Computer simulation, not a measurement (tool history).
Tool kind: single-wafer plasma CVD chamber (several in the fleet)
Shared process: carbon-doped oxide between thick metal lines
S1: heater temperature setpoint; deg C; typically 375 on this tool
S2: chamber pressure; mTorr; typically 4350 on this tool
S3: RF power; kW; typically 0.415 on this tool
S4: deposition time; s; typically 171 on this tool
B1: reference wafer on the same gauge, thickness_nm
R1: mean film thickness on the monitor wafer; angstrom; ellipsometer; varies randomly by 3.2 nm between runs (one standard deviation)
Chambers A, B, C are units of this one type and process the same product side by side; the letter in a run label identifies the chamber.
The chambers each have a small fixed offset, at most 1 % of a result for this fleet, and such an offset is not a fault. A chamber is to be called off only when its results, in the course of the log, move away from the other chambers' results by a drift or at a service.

| run | hour | S1 | S2 | S3 | S4 | B1 | R1 |
|---|---|---|---|---|---|---|---|
| 1B | 4.3 | 375 | 4350 | 0.415 | 171 | 773.41 | 7071.3 |
| 2A | 8.2 | 375 | 4350 | 0.415 | 171 | 773.31 | 6989.6 |
| 3C | 11.5 | 375 | 4350 | 0.415 | 171 | 772.69 | 6957.8 |
| 4A | 16.0 | 375 | 4350 | 0.415 | 171 | 772.37 | 7000.8 |
| 5B | 19.7 | 375 | 4350 | 0.415 | 171 | 773.11 | 7080.3 |
| 6C | 24.9 | 375 | 4350 | 0.415 | 171 | 773.31 | 6980.8 |
| 7B | 29.1 | 375 | 4350 | 0.415 | 171 | 773.22 | 7120.2 |
| 8C | 33.2 | 375 | 4350 | 0.415 | 171 | 773.10 | 6937.2 |
| 9A | 40.0 | 375 | 4350 | 0.415 | 171 | 772.67 | 6922.7 |
| 10C | 46.8 | 375 | 4350 | 0.415 | 171 | 773.47 | 6911.6 |
| 11B | 53.3 | 375 | 4350 | 0.415 | 171 | 773.04 | 7058.0 |
| 12A | 57.6 | 375 | 4350 | 0.415 | 171 | 773.39 | 6898.4 |
| 13A | 63.8 | 375 | 4350 | 0.415 | 171 | 772.87 | 6883.4 |
| 14C | 67.8 | 375 | 4350 | 0.415 | 171 | 774.25 | 6896.1 |
| 15B | 73.6 | 375 | 4350 | 0.415 | 171 | 773.41 | 7063.2 |
| 16B | 79.1 | 375 | 4350 | 0.415 | 171 | 773.55 | 7069.2 |
| 17A | 83.6 | 375 | 4350 | 0.415 | 171 | 772.62 | 6769.3 |
| 18C | 87.6 | 375 | 4350 | 0.415 | 171 | 774.03 | 6968.2 |
| 19B | 94.0 | 375 | 4350 | 0.415 | 171 | 772.55 | 7068.3 |
| 20A | 99.3 | 375 | 4350 | 0.415 | 171 | 773.69 | 6693.7 |
| 21C | 104.9 | 384 | 4350 | 0.415 | 171 | 773.22 | 6807.0 |
| 22C | 109.8 | 384 | 4350 | 0.415 | 171 | 773.32 | 6864.4 |
| 23A | 116.0 | 384 | 4350 | 0.415 | 171 | 773.27 | 6511.3 |

Is one chamber out of step, is the gauge drifting, or do the chambers differ by no more than their own small offsets? For an off chamber, give its letter and the likeliest cause.

One chamber, A, drifts off from the rest bit by bit.
Most likely cause: delivered RF power below the setpoint (%) = 7.65.

Which of the 4 candidates below, each the usual settings with something changed and its results left as question marks, puts chamber A back in line with what the other chambers give on the usual settings?
To be in line, a result may differ from the other chambers' mean on the usual settings by at most: R1 110.0 angstrom
| 24A-1 | 121.0 | 374 | 4450 | 0.445 | 171 |  | ? |
| 24A-2 | 121.0 | 375 | 4320 | 0.415 | 166 |  | ? |
| 24A-3 | 121.0 | 375 | 4290 | 0.415 | 162 |  | ? |
| 24A-4 | 121.0 | 360 | 4350 | 0.415 | 171 |  | ? |

Other chambers, usual settings, mean: R1 7007.3 angstrom
| run | R1 |
|---|---|
| 24A-1 | 6989.8 |
| 24A-2 | 6408.6 |
| 24A-3 | 6248.2 |
| 24A-4 | 6819.2 |
24A-1 is the one that brings the chamber's results back in line with the other chambers.
